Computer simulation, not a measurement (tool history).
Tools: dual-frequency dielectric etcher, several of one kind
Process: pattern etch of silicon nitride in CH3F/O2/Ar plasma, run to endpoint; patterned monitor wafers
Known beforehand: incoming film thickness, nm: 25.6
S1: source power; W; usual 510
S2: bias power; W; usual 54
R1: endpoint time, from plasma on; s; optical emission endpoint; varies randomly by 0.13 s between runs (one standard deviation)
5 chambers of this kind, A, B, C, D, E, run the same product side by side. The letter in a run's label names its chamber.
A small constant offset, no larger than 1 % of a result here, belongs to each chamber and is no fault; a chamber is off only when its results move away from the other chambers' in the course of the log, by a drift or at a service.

Run 1C, hour 10.4: usual settings. Result: R1 37.138 s.
Run 2B, hour 20.9: usual settings. Result: R1 37.163 s.
Run 3E, hour 28.7: usual settings. Result: R1 37.527 s.
Run 4A, hour 38.1: usual settings. Result: R1 36.808 s.
Run 5D, hour 49.2: usual settings. Result: R1 37.056 s.
Run 6E, hour 60.9: usual settings. Result: R1 37.353 s.
At hour 67.1: chamber B: wet clean of the chamber.
Run 7C, hour 67.8: usual settings. Result: R1 36.855 s.
Run 8A, hour 79: usual settings. Result: R1 36.945 s.
Run 9B, hour 90.2: usual settings but S2 65 W. Result: R1 34.604 s.
Run 10D, hour 102.4: usual settings but S2 65 W. Result: R1 35.053 s.
Run 11D, hour 109: usual settings but S2 65 W. Result: R1 35.345 s.
Run 12C, hour 120: usual settings but S2 65 W. Result: R1 34.62 s.
Run 13B, hour 128: usual settings but S2 65 W. Result: R1 34.71 s.
Run 14A, hour 137.7: usual settings. Result: R1 37.138 s.
Run 15E, hour 144.5: usual settings. Result: R1 37.748 s.
Run 16E, hour 152.2: usual settings. Result: R1 37.629 s.
Run 17C, hour 162.9: usual settings. Result: R1 36.863 s.
Run 18A, hour 173.1: usual settings but S1 560 W, S2 46 W. Result: R1 37.396 s.
Run 19D, hour 182: usual settings but S1 560 W, S2 46 W. Result: R1 37.528 s.
Run 20B, hour 192.7: usual settings but S1 560 W, S2 46 W. Result: R1 37.224 s.
Run 21D, hour 199.8: usual settings but S1 560 W, S2 46 W. Result: R1 37.647 s.
Run 22C, hour 208.7: usual settings but S1 560 W, S2 46 W. Result: R1 37.252 s.
Run 23A, hour 218.5: usual settings. Result: R1 37.06 s.
Run 24E, hour 230.9: usual settings. Result: R1 37.424 s.
At hour 234.4: chamber A: wet clean of the chamber.
Run 25B, hour 241.2: usual settings. Result: R1 36.754 s.
Run 26D, hour 250.6: usual settings. Result: R1 37.06 s.
Run 27A, hour 260.9: usual settings. Result: R1 35.372 s.
Run 28B, hour 271.3: usual settings. Result: R1 36.836 s.
Run 29C, hour 282.7: usual settings. Result: R1 36.854 s.
At hour 290.4: chamber C: wet clean of the chamber.
Run 30E, hour 292.7: usual settings. Result: R1 37.539 s.
Run 31D, hour 301.1: usual settings. Result: R1 37.241 s.
Run 32E, hour 311.4: usual settings. Result: R1 37.671 s.
Run 33B, hour 321.5: usual settings. Result: R1 37.081 s.
Run 34A, hour 328: usual settings. Result: R1 35.191 s.
Run 35C, hour 339.7: usual settings. Result: R1 36.902 s.
Run 36B, hour 350.6: usual settings. Result: R1 36.997 s.
Run 37A, hour 356.2: usual settings. Result: R1 35.429 s.
Run 38E, hour 363.6: usual settings. Result: R1 37.615 s.
At hour 364.5: chamber D: wet clean of the chamber.
Run 39D, hour 375.2: usual settings. Result: R1 37.402 s.
Run 40C, hour 382.3: usual settings. Result: R1 36.953 s.
Run 41A, hour 388.5: usual settings. Result: R1 35.486 s.
Run 42C, hour 398.1: usual settings. Result: R1 37.115 s.

Is one chamber out of step, is the gauge drifting, or do the chambers differ by no more than their own small offsets? For an off chamber, give its letter and the likeliest cause.

A service on chamber A put it out of line with the rest.
What lies behind it: etch rate over this chamber's usual, % = 4.8.

Chamber A could run next with any of the 4 candidate recipes listed below; each alters the usual settings, and their results appear as question marks. Which one brings its results back in line with what the other chambers deliver on the usual settings?
In line means no further than this from the other chambers' mean on the usual settings: R1 0.47 s
Run 43A-1, hour 407.1: usual settings but S1 480 W. Result: R1 ?.
Run 43A-2, hour 407.1: usual settings but S1 470 W, S2 50 W. Result: R1 ?.
Run 43A-3, hour 407.1: usual settings but S2 58 W. Result: R1 ?.
Run 43A-4, hour 407.1: usual settings but S1 550 W, S2 58 W. Result: R1 ?.

The other chambers' mean on the usual settings: R1 37.112 s
  run      R1
43A-1   36.12
43A-2  37.318
43A-3  34.466
43A-4  33.455
The answer is 43A-2, which returns the chamber to within the allowed miss of the others.

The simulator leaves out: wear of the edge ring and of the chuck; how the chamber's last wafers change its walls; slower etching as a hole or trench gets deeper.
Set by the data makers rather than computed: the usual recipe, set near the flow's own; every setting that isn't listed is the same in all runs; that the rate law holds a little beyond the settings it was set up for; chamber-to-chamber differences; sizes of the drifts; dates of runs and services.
